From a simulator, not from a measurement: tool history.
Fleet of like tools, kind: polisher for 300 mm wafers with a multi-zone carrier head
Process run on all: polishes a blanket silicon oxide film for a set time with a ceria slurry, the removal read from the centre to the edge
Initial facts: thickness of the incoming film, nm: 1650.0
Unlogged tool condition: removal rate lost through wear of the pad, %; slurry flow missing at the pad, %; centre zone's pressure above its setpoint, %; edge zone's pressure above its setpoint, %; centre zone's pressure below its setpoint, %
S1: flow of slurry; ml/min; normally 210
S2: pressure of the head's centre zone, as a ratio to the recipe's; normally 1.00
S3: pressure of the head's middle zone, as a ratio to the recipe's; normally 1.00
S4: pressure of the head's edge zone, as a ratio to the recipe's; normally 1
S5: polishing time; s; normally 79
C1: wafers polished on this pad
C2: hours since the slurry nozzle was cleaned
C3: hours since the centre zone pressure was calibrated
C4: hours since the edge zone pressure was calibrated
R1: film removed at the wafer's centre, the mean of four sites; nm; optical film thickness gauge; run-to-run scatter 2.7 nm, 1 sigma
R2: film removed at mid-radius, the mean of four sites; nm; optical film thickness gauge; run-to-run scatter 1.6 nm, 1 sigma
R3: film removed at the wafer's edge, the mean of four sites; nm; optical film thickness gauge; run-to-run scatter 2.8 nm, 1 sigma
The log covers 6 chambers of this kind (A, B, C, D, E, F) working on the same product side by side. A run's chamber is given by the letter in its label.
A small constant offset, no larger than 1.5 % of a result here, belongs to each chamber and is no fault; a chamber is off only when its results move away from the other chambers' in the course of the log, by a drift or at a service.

{"run": "1A", "hour": 2.3, "S1": 210, "S2": 1.0, "S3": 1.0, "S4": 1, "S5": 79, "C1": 626, "C2": 518.2, "C3": 427.7, "C4": 157.4, "R1": 272.5, "R2": 276.23, "R3": 275.36}
{"hour": 3.8, "done": "chamber C: edge zone pressure recalibrated"}
{"run": "2D", "hour": 6.0, "S1": 210, "S2": 1.0, "S3": 1.0, "S4": 1, "S5": 79, "C1": 83, "C2": 14.1, "C3": 590.1, "C4": 260.3, "R1": 279.31, "R2": 279.76, "R3": 274.99}
{"hour": 10.0, "done": "chamber B: worn pad replaced by a new one"}
{"run": "3B", "hour": 10.6, "S1": 210, "S2": 1.0, "S3": 1.0, "S4": 1, "S5": 79, "C1": 5, "C2": 322.5, "C3": 157.2, "C4": 1086.3, "R1": 277.14, "R2": 273.8, "R3": 276.05}
{"run": "4C", "hour": 12.9, "S1": 210, "S2": 1.0, "S3": 1.0, "S4": 1, "S5": 79, "C1": 260, "C2": 153.0, "C3": 251.5, "C4": 9.1, "R1": 270.95, "R2": 273.62, "R3": 272.83}
{"run": "5F", "hour": 15.8, "S1": 210, "S2": 1.0, "S3": 1.0, "S4": 1, "S5": 79, "C1": 897, "C2": 373.4, "C3": 175.0, "C4": 329.7, "R1": 274.95, "R2": 274.86, "R3": 276.5}
{"run": "6E", "hour": 18.8, "S1": 210, "S2": 1.0, "S3": 1.0, "S4": 1, "S5": 79, "C1": 262, "C2": 239.4, "C3": 237.1, "C4": 239.4, "R1": 272.17, "R2": 271.0, "R3": 272.28}
{"run": "7F", "hour": 21.9, "S1": 210, "S2": 1.0, "S3": 1.0, "S4": 1, "S5": 79, "C1": 945, "C2": 379.5, "C3": 181.1, "C4": 335.8, "R1": 271.7, "R2": 273.46, "R3": 273.81}
{"run": "8A", "hour": 25.3, "S1": 210, "S2": 1.0, "S3": 1.0, "S4": 1, "S5": 79, "C1": 809, "C2": 541.2, "C3": 450.7, "C4": 180.4, "R1": 273.7, "R2": 272.47, "R3": 273.21}
{"run": "9D", "hour": 28.1, "S1": 210, "S2": 1.0, "S3": 1.0, "S4": 1, "S5": 79, "C1": 259, "C2": 36.2, "C3": 612.2, "C4": 282.4, "R1": 275.83, "R2": 276.66, "R3": 275.7}
{"hour": 29.6, "done": "chamber F: worn pad replaced by a new one"}
{"run": "10C", "hour": 30.7, "S1": 210, "S2": 1.0, "S3": 1.0, "S4": 1, "S5": 79, "C1": 402, "C2": 170.8, "C3": 269.3, "C4": 26.9, "R1": 267.24, "R2": 270.55, "R3": 275.87}
{"run": "11B", "hour": 34.3, "S1": 210, "S2": 1.0, "S3": 1.0, "S4": 1, "S5": 79, "C1": 194, "C2": 346.2, "C3": 180.9, "C4": 1110.0, "R1": 273.19, "R2": 273.67, "R3": 272.61}
{"run": "12E", "hour": 37.9, "S1": 210, "S2": 1.0, "S3": 1.0, "S4": 1, "S5": 79, "C1": 415, "C2": 258.5, "C3": 256.2, "C4": 258.5, "R1": 274.0, "R2": 270.86, "R3": 274.98}
{"run": "13A", "hour": 40.4, "S1": 210, "S2": 1.0, "S3": 1.0, "S4": 1, "S5": 79, "C1": 930, "C2": 556.3, "C3": 465.8, "C4": 195.5, "R1": 273.14, "R2": 273.33, "R3": 271.3}
{"run": "14F", "hour": 43.2, "S1": 210, "S2": 1.0, "S3": 1.0, "S4": 1, "S5": 79, "C1": 109, "C2": 400.8, "C3": 202.4, "C4": 357.1, "R1": 272.4, "R2": 276.21, "R3": 273.53}
{"run": "15C", "hour": 45.9, "S1": 210, "S2": 1.0, "S3": 1.05, "S4": 1, "S5": 102, "C1": 524, "C2": 186.0, "C3": 284.5, "C4": 42.1, "R1": 351.86, "R2": 367.3, "R3": 357.3}
{"run": "16D", "hour": 49.1, "S1": 210, "S2": 1.0, "S3": 1.05, "S4": 1, "S5": 102, "C1": 426, "C2": 57.2, "C3": 633.2, "C4": 303.4, "R1": 361.17, "R2": 371.92, "R3": 354.57}
{"hour": 50.8, "done": "chamber A: worn pad replaced by a new one"}
{"run": "17E", "hour": 51.1, "S1": 210, "S2": 1.0, "S3": 1.05, "S4": 1, "S5": 102, "C1": 520, "C2": 271.7, "C3": 269.4, "C4": 271.7, "R1": 353.39, "R2": 368.74, "R3": 354.26}
{"run": "18B", "hour": 54.8, "S1": 210, "S2": 1.0, "S3": 1.05, "S4": 1, "S5": 102, "C1": 357, "C2": 366.7, "C3": 201.4, "C4": 1130.5, "R1": 362.03, "R2": 367.99, "R3": 349.74}
{"run": "19D", "hour": 57.1, "S1": 210, "S2": 1.0, "S3": 1.05, "S4": 1, "S5": 102, "C1": 490, "C2": 65.2, "C3": 641.2, "C4": 311.4, "R1": 359.44, "R2": 368.66, "R3": 359.84}
{"run": "20E", "hour": 61.3, "S1": 210, "S2": 1.0, "S3": 1.05, "S4": 1, "S5": 102, "C1": 601, "C2": 281.9, "C3": 279.6, "C4": 281.9, "R1": 354.48, "R2": 370.64, "R3": 355.67}
{"run": "21A", "hour": 63.7, "S1": 210, "S2": 0.91, "S3": 1.1, "S4": 1, "S5": 79, "C1": 102, "C2": 579.6, "C3": 489.1, "C4": 218.8, "R1": 255.38, "R2": 294.35, "R3": 271.91}
{"run": "22C", "hour": 66.0, "S1": 210, "S2": 0.91, "S3": 1.1, "S4": 1, "S5": 79, "C1": 684, "C2": 206.1, "C3": 304.6, "C4": 62.2, "R1": 241.78, "R2": 297.69, "R3": 277.38}
{"hour": 69.8, "done": "chamber B: worn pad replaced by a new one"}
{"run": "23F", "hour": 69.8, "S1": 210, "S2": 0.91, "S3": 1.1, "S4": 1, "S5": 79, "C1": 321, "C2": 427.4, "C3": 229.0, "C4": 383.7, "R1": 244.13, "R2": 298.41, "R3": 270.81}
{"run": "24B", "hour": 72.6, "S1": 210, "S2": 0.91, "S3": 1.1, "S4": 1, "S5": 79, "C1": 22, "C2": 384.5, "C3": 219.2, "C4": 1148.3, "R1": 244.38, "R2": 299.26, "R3": 270.43}
{"hour": 75.1, "done": "chamber B: edge zone pressure recalibrated"}
{"run": "25B", "hour": 75.6, "S1": 210, "S2": 0.91, "S3": 1.1, "S4": 1, "S5": 79, "C1": 46, "C2": 387.5, "C3": 222.2, "C4": 0.5, "R1": 246.91, "R2": 299.62, "R3": 274.34}
{"run": "26C", "hour": 78.9, "S1": 210, "S2": 0.91, "S3": 1.1, "S4": 1, "S5": 79, "C1": 787, "C2": 219.0, "C3": 317.5, "C4": 75.1, "R1": 249.02, "R2": 293.7, "R3": 274.25}
{"run": "27D", "hour": 82.2, "S1": 210, "S2": 1.0, "S3": 1.0, "S4": 1, "S5": 79, "C1": 690, "C2": 90.3, "C3": 666.3, "C4": 336.5, "R1": 273.97, "R2": 275.44, "R3": 275.81}
{"run": "28A", "hour": 84.7, "S1": 210, "S2": 1.0, "S3": 1.0, "S4": 1, "S5": 79, "C1": 270, "C2": 600.6, "C3": 510.1, "C4": 239.8, "R1": 288.99, "R2": 271.51, "R3": 277.51}
{"run": "29F", "hour": 89.2, "S1": 210, "S2": 1.0, "S3": 1.0, "S4": 1, "S5": 79, "C1": 475, "C2": 446.8, "C3": 248.4, "C4": 403.1, "R1": 277.31, "R2": 274.87, "R3": 275.9}
{"run": "30E", "hour": 91.8, "S1": 210, "S2": 1.0, "S3": 1.0, "S4": 1, "S5": 79, "C1": 844, "C2": 312.4, "C3": 310.1, "C4": 312.4, "R1": 273.71, "R2": 274.36, "R3": 274.72}
{"run": "31A", "hour": 94.3, "S1": 210, "S2": 1.0, "S3": 1.0, "S4": 1, "S5": 79, "C1": 346, "C2": 610.2, "C3": 519.7, "C4": 249.4, "R1": 294.71, "R2": 272.11, "R3": 273.47}
{"hour": 95.3, "done": "chamber B: slurry nozzle cleaned"}
{"run": "32B", "hour": 97.1, "S1": 255, "S2": 1.04, "S3": 1.0, "S4": 1, "S5": 79, "C1": 217, "C2": 1.9, "C3": 243.7, "C4": 22.0, "R1": 296.17, "R2": 283.28, "R3": 278.24}
{"run": "33E", "hour": 100.9, "S1": 255, "S2": 1.04, "S3": 1.0, "S4": 1, "S5": 79, "C1": 917, "C2": 321.5, "C3": 319.2, "C4": 321.5, "R1": 293.46, "R2": 280.25, "R3": 277.78}
{"run": "34C", "hour": 103.7, "S1": 255, "S2": 1.04, "S3": 1.0, "S4": 1, "S5": 79, "C1": 984, "C2": 243.8, "C3": 342.3, "C4": 99.9, "R1": 290.8, "R2": 275.57, "R3": 275.2}
{"run": "35F", "hour": 107.2, "S1": 255, "S2": 1.04, "S3": 1.0, "S4": 1, "S5": 79, "C1": 619, "C2": 464.8, "C3": 266.4, "C4": 421.1, "R1": 288.75, "R2": 283.68, "R3": 281.49}
{"run": "36D", "hour": 111.2, "S1": 255, "S2": 1.04, "S3": 1.0, "S4": 1, "S5": 79, "C1": 921, "C2": 119.3, "C3": 695.3, "C4": 365.5, "R1": 298.28, "R2": 285.11, "R3": 280.67}
{"run": "37F", "hour": 115.2, "S1": 255, "S2": 1.04, "S3": 1.0, "S4": 1, "S5": 79, "C1": 683, "C2": 472.8, "C3": 274.4, "C4": 429.1, "R1": 295.98, "R2": 281.67, "R3": 279.79}

Is one chamber off against the others, does the gauge drift, or is nothing wrong? If a chamber is off, say which, and what the likeliest cause is.

Little by little, chamber A moves away from the other chambers.
Likeliest cause: centre zone's pressure above its setpoint, % = 8.28.

Chamber A could run next with any of the 4 candidate recipes listed below; each alters the usual settings, and their results appear as question marks. Which one brings its results back in line with what the other chambers deliver on the usual settings?
To be in line, a result may differ from the other chambers' mean on the usual settings by at most: R1 9.60 nm; R2 5.80 nm; R3 9.80 nm
{"run": "38A-1", "hour": 118.6, "S1": 215, "S2": 1.07, "S3": 0.98, "S4": 0.98, "S5": 80, "R1": "?", "R2": "?", "R3": "?"}
{"run": "38A-2", "hour": 118.6, "S1": 205, "S2": 0.93, "S3": 1.02, "S4": 1.02, "S5": 78, "R1": "?", "R2": "?", "R3": "?"}
{"run": "38A-3", "hour": 118.6, "S1": 210, "S2": 1.02, "S3": 0.99, "S4": 1.0, "S5": 79, "R1": "?", "R2": "?", "R3": "?"}
{"run": "38A-4", "hour": 118.6, "S1": 210, "S2": 0.98, "S3": 1.01, "S4": 1.0, "S5": 79, "R1": "?", "R2": "?", "R3": "?"}

The other chambers' mean on the usual settings: R1 273.63 nm; R2 273.27 nm; R3 274.62 nm
run=38A-1 R1=325.94 R2=270.92 R3=279.00
run=38A-2 R1=270.45 R2=272.39 R3=276.35
run=38A-3 R1=304.36 R2=269.23 R3=277.77
run=38A-4 R1=291.31 R2=274.26 R3=277.69
The answer is 38A-2, which returns the chamber to within the allowed miss of the others.
